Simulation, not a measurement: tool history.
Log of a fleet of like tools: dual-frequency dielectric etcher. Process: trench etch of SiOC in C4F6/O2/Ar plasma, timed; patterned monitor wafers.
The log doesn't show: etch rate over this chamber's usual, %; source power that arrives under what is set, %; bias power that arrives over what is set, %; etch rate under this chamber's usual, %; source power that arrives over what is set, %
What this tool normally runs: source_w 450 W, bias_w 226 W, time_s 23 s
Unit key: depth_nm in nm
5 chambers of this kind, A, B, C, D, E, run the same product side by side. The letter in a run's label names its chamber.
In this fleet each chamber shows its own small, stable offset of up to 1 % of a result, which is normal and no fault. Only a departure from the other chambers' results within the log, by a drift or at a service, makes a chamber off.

| run | hour | source_w | bias_w | time_s | hours since the last wet clean | hours since the last source power generator calibration | hours since the last bias power generator calibration | read-back reference wafer on the same gauge, depth_nm | depth_nm |
|---|---|---|---|---|---|---|---|---|---|
| 1A | 4.3 | 450 | 226 | 23 | 256.2 | 3733.2 | 1586.0 | 56.711 | 53.901 |
| 2E | 8.7 | 450 | 226 | 23 | 115.4 | 1712.2 | 1592.9 | 56.675 | 53.811 |
| 3B | 12.4 | 450 | 226 | 23 | 313.0 | 1080.9 | 3041.5 | 56.690 | 53.657 |
| 4C | 15.7 | 450 | 226 | 23 | 442.6 | 351.2 | 1217.5 | 56.729 | 53.620 |
| 5D | 19.1 | 450 | 226 | 23 | 328.9 | 1816.5 | 366.0 | 56.659 | 53.883 |
| 6E | 21.2 | 450 | 226 | 23 | 127.9 | 1724.7 | 1605.4 | 56.673 | 53.883 |
| 7B | 24.1 | 450 | 226 | 23 | 324.7 | 1092.6 | 3053.2 | 56.726 | 53.661 |
| 8C | 26.2 | 450 | 226 | 23 | 453.1 | 361.7 | 1228.0 | 56.729 | 54.025 |
| 9A | 30.6 | 450 | 226 | 23 | 282.5 | 3759.5 | 1612.3 | 56.727 | 54.018 |
| 10D | 33.2 | 450 | 226 | 23 | 343.0 | 1830.6 | 380.1 | 56.721 | 53.796 |
| 11C | 36.9 | 450 | 226 | 27 | 463.8 | 372.4 | 1238.7 | 56.683 | 63.135 |
| 12A | 40.0 | 450 | 226 | 27 | 291.9 | 3768.9 | 1621.7 | 56.679 | 63.313 |
| 13B | 44.2 | 450 | 226 | 27 | 344.8 | 1112.7 | 3073.3 | 56.725 | 63.304 |
| 14E | 48.1 | 450 | 226 | 27 | 154.8 | 1751.6 | 1632.3 | 56.697 | 63.426 |
| 15D | 52.7 | 450 | 226 | 27 | 362.5 | 1850.1 | 399.6 | 56.686 | 63.341 |
|  | 53.6 | chamber D: wet clean of the chamber |
| 16B | 56.3 | 450 | 226 | 23 | 356.9 | 1124.8 | 3085.4 | 56.695 | 53.793 |
| 17D | 59.3 | 450 | 226 | 23 | 5.7 | 1856.7 | 406.2 | 56.666 | 54.652 |
| 18C | 62.8 | 450 | 226 | 23 | 489.7 | 398.3 | 1264.6 | 56.713 | 53.851 |
| 19A | 66.8 | 450 | 226 | 23 | 318.7 | 3795.7 | 1648.5 | 56.661 | 54.168 |
|  | 68.4 | chamber B: wet clean of the chamber |
| 20E | 70.1 | 450 | 226 | 23 | 176.8 | 1773.6 | 1654.3 | 56.689 | 53.769 |
|  | 70.3 | chamber C: wet clean of the chamber |
| 21A | 73.9 | 450 | 226 | 23 | 325.8 | 3802.8 | 1655.6 | 56.696 | 53.824 |
| 22B | 77.3 | 450 | 226 | 23 | 9.0 | 1145.8 | 3106.4 | 56.707 | 53.758 |
| 23E | 80.8 | 450 | 226 | 23 | 187.5 | 1784.3 | 1665.0 | 56.717 | 53.720 |
| 24C | 84.2 | 450 | 226 | 17 | 14.0 | 419.7 | 1286.0 | 56.716 | 39.755 |
| 25D | 88.2 | 450 | 226 | 17 | 34.6 | 1885.6 | 435.1 | 56.683 | 40.716 |
| 26A | 90.7 | 450 | 226 | 17 | 342.6 | 3819.6 | 1672.4 | 56.720 | 40.089 |
| 27E | 94.0 | 450 | 226 | 17 | 200.7 | 1797.5 | 1678.2 | 56.684 | 39.651 |
| 28C | 98.5 | 450 | 226 | 17 | 28.3 | 434.0 | 1300.3 | 56.680 | 40.034 |
| 29D | 103.1 | 450 | 226 | 23 | 49.5 | 1900.5 | 450.0 | 56.692 | 54.942 |
| 30B | 105.9 | 450 | 226 | 23 | 37.6 | 1174.4 | 3135.0 | 56.663 | 53.984 |
| 31A | 108.3 | 450 | 226 | 23 | 360.2 | 3837.2 | 1690.0 | 56.700 | 53.969 |
| 32B | 112.6 | 450 | 226 | 23 | 44.3 | 1181.1 | 3141.7 | 56.707 | 53.436 |
| 33E | 116.6 | 450 | 226 | 23 | 223.3 | 1820.1 | 1700.8 | 56.691 | 53.888 |
| 34D | 118.9 | 450 | 226 | 23 | 65.3 | 1916.3 | 465.8 | 56.744 | 54.981 |
| 35C | 123.1 | 450 | 226 | 23 | 52.9 | 458.6 | 1324.9 | 56.705 | 53.792 |
| 36E | 125.7 | 450 | 226 | 23 | 232.4 | 1829.2 | 1709.9 | 56.707 | 53.788 |
| 37A | 128.7 | 450 | 226 | 23 | 380.6 | 3857.6 | 1710.4 | 56.679 | 54.074 |

One chamber off, gauge drift, or nothing amiss beyond the chambers' own small offsets? If it is a chamber, which one, and what is the likeliest cause?

A service on chamber D put it out of line with the rest.
Likeliest cause: etch rate over this chamber's usual, % = 2.28.

Chamber D could run next with any of the 4 candidate recipes listed below; each alters the usual settings, and their results appear as question marks. Which one brings its results back in line with what the other chambers deliver on the usual settings?
In-line tolerance around the mean of the other chambers on the usual settings: depth_nm 0.590 nm
| 38D-1 | 132.2 | 450 | 226 | 24.0 |  |  |  |  | ? |
| 38D-2 | 132.2 | 420 | 226 | 23.0 |  |  |  |  | ? |
| 38D-3 | 132.2 | 450 | 227 | 23.5 |  |  |  |  | ? |
| 38D-4 | 132.2 | 450 | 224 | 22.0 |  |  |  |  | ? |

On the usual settings, the other chambers give on average: depth_nm 53.848 nm
| run | depth_nm |
|---|---|
| 38D-1 | 57.565 |
| 38D-2 | 53.734 |
| 38D-3 | 56.447 |
| 38D-4 | 52.614 |
With 38D-2, the chamber falls back in line with the rest.

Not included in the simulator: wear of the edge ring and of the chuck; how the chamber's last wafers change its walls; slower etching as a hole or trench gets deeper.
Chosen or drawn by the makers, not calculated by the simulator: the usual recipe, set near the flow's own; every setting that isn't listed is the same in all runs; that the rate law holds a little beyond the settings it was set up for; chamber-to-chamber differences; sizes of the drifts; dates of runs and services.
